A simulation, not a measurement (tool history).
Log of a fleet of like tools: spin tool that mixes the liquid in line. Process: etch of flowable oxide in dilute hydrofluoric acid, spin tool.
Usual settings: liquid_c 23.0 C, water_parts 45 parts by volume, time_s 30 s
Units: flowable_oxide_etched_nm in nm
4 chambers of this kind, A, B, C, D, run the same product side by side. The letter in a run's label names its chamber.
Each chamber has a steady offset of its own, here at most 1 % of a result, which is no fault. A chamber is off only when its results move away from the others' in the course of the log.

run   hour  liquid_c  water_parts  time_s  read-back film thickness of the flowable oxide reference wafer, read on the same gauge (nm)  flowable_oxide_etched_nm
 1B    4.9      23.0           45      30                                                                                       110.01                    41.179
       6.3  -- chamber D: hydrofluoric acid flow meter replaced
 2A   10.8      23.0           45      30                                                                                       109.99                    42.199
 3D   15.3      23.0           45      30                                                                                       109.99                    41.952
 4C   19.6      23.0           45      30                                                                                       109.94                    41.957
 5A   24.0      23.0           45      30                                                                                       110.00                    42.693
 6C   28.5      23.0           45      30                                                                                       110.04                    41.828
 7D   33.4      23.0           45      30                                                                                       109.99                    41.023
 8B   38.6      23.0           45      45                                                                                       110.07                    62.389
 9D   42.4      23.0           45      45                                                                                       110.00                    62.227
10B   49.3      23.0           45      45                                                                                       110.02                    63.179
11A   54.5      23.0           45      45                                                                                       109.99                    63.026
12C   59.8      23.0           45      30                                                                                       110.02                    41.985
      60.6  -- chamber B: hydrofluoric acid flow meter replaced
13A   64.5      23.0           45      30                                                                                       110.02                    41.961
14B   71.0      23.0           55      30                                                                                       109.97                    33.596
15D   74.0      23.0           55      30                                                                                       110.01                    33.778
16C   80.9      23.0           55      30                                                                                       110.03                    34.236
17A   87.8      23.0           55      30                                                                                       110.02                    34.355
18C   92.6      23.0           45      30                                                                                       109.98                    41.932
19D   98.0      23.0           45      30                                                                                       109.99                    42.163
20B  101.7      23.0           45      30                                                                                       110.03                    41.280
21D  107.6      23.0           45      30                                                                                       109.99                    41.305
22B  112.1      23.0           45      30                                                                                       109.99                    40.987
23C  115.5      23.0           45      30                                                                                       109.99                    41.663
24A  122.4      23.0           45      30                                                                                       109.97                    43.858
25B  127.5      23.0           45      30                                                                                       110.02                    41.320
26C  131.2      23.0           45      30                                                                                       110.01                    41.269
27A  134.2      23.0           45      30                                                                                       110.00                    43.189
28D  138.2      23.0           45      30                                                                                       109.98                    42.075
29A  144.3      23.0           45      30                                                                                       110.02                    43.070
30B  147.7      23.0           45      30                                                                                       110.02                    40.745
31D  151.3      23.0           45      30                                                                                       110.04                    40.953
32C  154.5      23.0           45      30                                                                                       110.02                    40.635
     157.0  -- chamber A: hydrofluoric acid flow meter replaced
33A  159.1      23.0           45      30                                                                                       109.95                    43.138
34D  165.0      23.0           45      30                                                                                       110.02                    41.847
35C  170.4      23.0           45      30                                                                                       109.99                    41.515
36B  174.0      23.0           45      30                                                                                       110.01                    41.602
37B  177.4      23.0           45      30                                                                                       110.00                    41.423
38D  182.0      23.0           45      30                                                                                       110.04                    41.347
39A  188.0      23.0           45      30                                                                                       110.01                    44.231
     192.7  -- chamber D: thermometer replaced
40C  194.3      23.0           45      30                                                                                       110.00                    41.860
41A  199.4      23.0           45      30                                                                                       110.03                    44.888
42D  205.6      23.0           45      30                                                                                       110.02                    41.108
43B  208.6      23.0           45      30                                                                                       110.05                    41.200

What goes on in this fleet: one chamber off, a drifting gauge, or nothing beyond the chambers' own small offsets? Name the chamber and the cause, if any.

Chamber A drifts away from the others.
Cause: liquid hotter than its thermometer reads (K) = 1.85.

Here are 4 candidates for chamber A's next run, each the usual settings with a change, their results left as question marks. Which one brings its results back in line with what the others give on the usual settings?
In line means no further than this from the other chambers' mean on the usual settings: flowable_oxide_etched_nm 1.400 nm
44A-1  213.7      22.5           45      30                                                                                                                      ?
44A-2  213.7      21.0           45      30                                                                                                                      ?
44A-3  213.7      23.5           45      30                                                                                                                      ?
44A-4  213.7      25.0           45      30                                                                                                                      ?

The other chambers' mean on the usual settings: flowable_oxide_etched_nm 41.553 nm
  run  flowable_oxide_etched_nm
44A-1                    43.750
44A-2                    41.096
44A-3                    45.602
44A-4                    48.488
44A-2 brings the chamber back in line.
